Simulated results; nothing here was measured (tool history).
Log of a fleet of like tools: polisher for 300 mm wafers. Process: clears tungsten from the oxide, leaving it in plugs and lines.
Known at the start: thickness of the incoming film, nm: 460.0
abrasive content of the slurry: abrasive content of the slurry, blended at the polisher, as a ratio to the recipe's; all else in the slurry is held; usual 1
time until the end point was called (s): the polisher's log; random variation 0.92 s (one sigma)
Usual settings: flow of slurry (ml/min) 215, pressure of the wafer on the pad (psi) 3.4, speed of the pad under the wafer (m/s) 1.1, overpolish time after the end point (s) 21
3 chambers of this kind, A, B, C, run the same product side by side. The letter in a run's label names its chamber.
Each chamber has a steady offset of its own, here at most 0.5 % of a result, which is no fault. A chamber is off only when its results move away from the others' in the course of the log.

run     day  flow of slurry (ml/min)  pressure of the wafer on the pad (psi)  speed of the pad under the wafer (m/s)  abrasive content of the slurry  overpolish time after the end point (s)  time until the end point was called (s)
      0.229  -- chamber C: worn pad replaced by a new one
 1B   0.525                      215                                     3.4                                     1.1                               1                                       21                                  110.250
 2C   0.896                      215                                     3.4                                     1.1                               1                                       21                                  112.030
 3A   1.329                      215                                     3.4                                     1.1                               1                                       21                                  112.970
      1.596  -- chamber A: worn pad replaced by a new one
 4B   1.708                      215                                     3.4                                     1.1                               1                                       21                                  111.080
 5A   2.008                      215                                     3.4                                     1.1                               1                                       21                                  112.990
      2.121  -- chamber B: slurry tank refilled with fresh slurry and peroxide
      2.242  -- chamber C: slurry tank refilled with fresh slurry and peroxide
      2.346  -- chamber A: slurry blender recalibrated
      2.350  -- chamber A: slurry tank refilled with fresh slurry and peroxide
 6C   2.542                      215                                     3.4                                     1.1                               1                                       21                                  111.360
      2.654  -- chamber B: worn pad replaced by a new one
      2.692  -- chamber B: slurry blender recalibrated
      2.779  -- chamber C: worn pad replaced by a new one
 7B   3.075                      215                                     3.4                                     1.1                               1                                       21                                  110.980
 8A   3.608                      215                                     4.0                                     1.1                               1                                       21                                   95.647
 9C   4.012                      215                                     4.0                                     1.1                               1                                       21                                   93.777
10C   4.512                      215                                     4.0                                     1.1                               1                                       21                                   93.698
      4.517  -- chamber B: slurry tank refilled with fresh slurry and peroxide
11A   4.962                      215                                     3.4                                     1.1                               1                                       21                                  113.060
12B   5.442                      215                                     3.4                                     1.1                               1                                       21                                  111.240
      5.496  -- chamber C: head pressure recalibrated
13C   5.946                      215                                     3.4                                     1.1                               1                                       21                                  116.230
      6.029  -- chamber C: worn pad replaced by a new one
14B   6.271                      250                                     3.4                                     1.1                               1                                       15                                  109.600
      6.517  -- chamber B: worn pad replaced by a new one
15A   6.608                      250                                     3.4                                     1.1                               1                                       15                                  111.070
      6.658  -- chamber A: slurry tank refilled with fresh slurry and peroxide
16B   6.971                      250                                     3.4                                     1.1                               1                                       15                                  108.160
17C   7.242                      215                                     3.4                                     1.1                               1                                       21                                  117.730
      7.454  -- chamber B: slurry tank refilled with fresh slurry and peroxide
18A   7.746                      215                                     3.4                                     1.1                               1                                       21                                  114.240
19C   7.996                      215                                     3.4                                     1.1                               1                                       21                                  116.500
      8.246  -- chamber B: slurry nozzle cleaned
      8.350  -- chamber A: worn pad replaced by a new one
20A   8.446                      215                                     3.4                                     1.1                               1                                       21                                  112.100
      8.821  -- chamber C: worn pad replaced by a new one
21B   8.892                      215                                     3.4                                     1.1                               1                                       21                                  110.810
22B   9.154                      215                                     3.4                                     1.1                               1                                       21                                  112.660
      9.183  -- chamber C: slurry tank refilled with fresh slurry and peroxide
23A   9.508                      215                                     3.4                                     1.1                               1                                       21                                  112.000
24C   9.879                      215                                     3.4                                     1.1                               1                                       21                                  118.580
     10.079  -- chamber B: slurry tank refilled with fresh slurry and peroxide
     10.333  -- chamber A: slurry tank refilled with fresh slurry and peroxide
25B  10.358                      215                                     3.4                                     1.1                               1                                       21                                  113.520
     10.846  -- chamber B: slurry blender recalibrated
26A  10.908                      215                                     3.4                                     1.1                               1                                       21                                  110.200
     11.142  -- chamber B: worn pad replaced by a new one
27C  11.250                      215                                     3.4                                     1.1                               1                                       21                                  118.150
28A  11.746                      215                                     3.4                                     1.1                               1                                       21                                  111.210
29B  12.092                      215                                     3.4                                     1.1                               1                                       21                                  110.300
     12.208  -- chamber C: worn pad replaced by a new one
     12.404  -- chamber B: head pressure recalibrated
     12.488  -- chamber C: slurry blender recalibrated
30C  12.504                      215                                     3.4                                     1.1                               1                                       21                                  115.180
     12.662  -- chamber B: slurry tank refilled with fresh slurry and peroxide
     12.692  -- chamber A: head pressure recalibrated
31A  12.850                      215                                     3.4                                     1.1                               1                                       21                                  113.220
32B  13.388                      215                                     3.4                                     1.1                               1                                       21                                  110.930
33C  13.779                      180                                     3.4                                     1.1                               1                                       28                                  117.930

Is one chamber off against the others, does the gauge drift, or is nothing wrong? If a chamber is off, say which, and what the likeliest cause is.

A service left chamber C off against the others.
Cause: head's pressure below its setpoint, % = 4.97.

Here are 4 candidates for chamber C's next run, each the usual settings with a change, their results left as question marks. Which one brings its results back in line with what the others give on the usual settings?
In line means no further than this from the other chambers' mean on the usual settings: time until the end point was called (s) 3.200
34C-1  14.188                      215                                     3.2                                    1.06                               1                                       21                                        ?
34C-2  14.188                      215                                     3.5                                    1.12                               1                                       21                                        ?
34C-3  14.188                      215                                     3.4                                    1.06                               1                                       21                                        ?
34C-4  14.188                      215                                     3.6                                    1.14                               1                                       21                                        ?

The other chambers' mean on the usual settings: time until the end point was called (s) 111.910
  run  time until the end point was called (s)
34C-1                                  129.050
34C-2                                  111.420
34C-3                                  121.350
34C-4                                  106.360
34C-2 brings the chamber back in line.
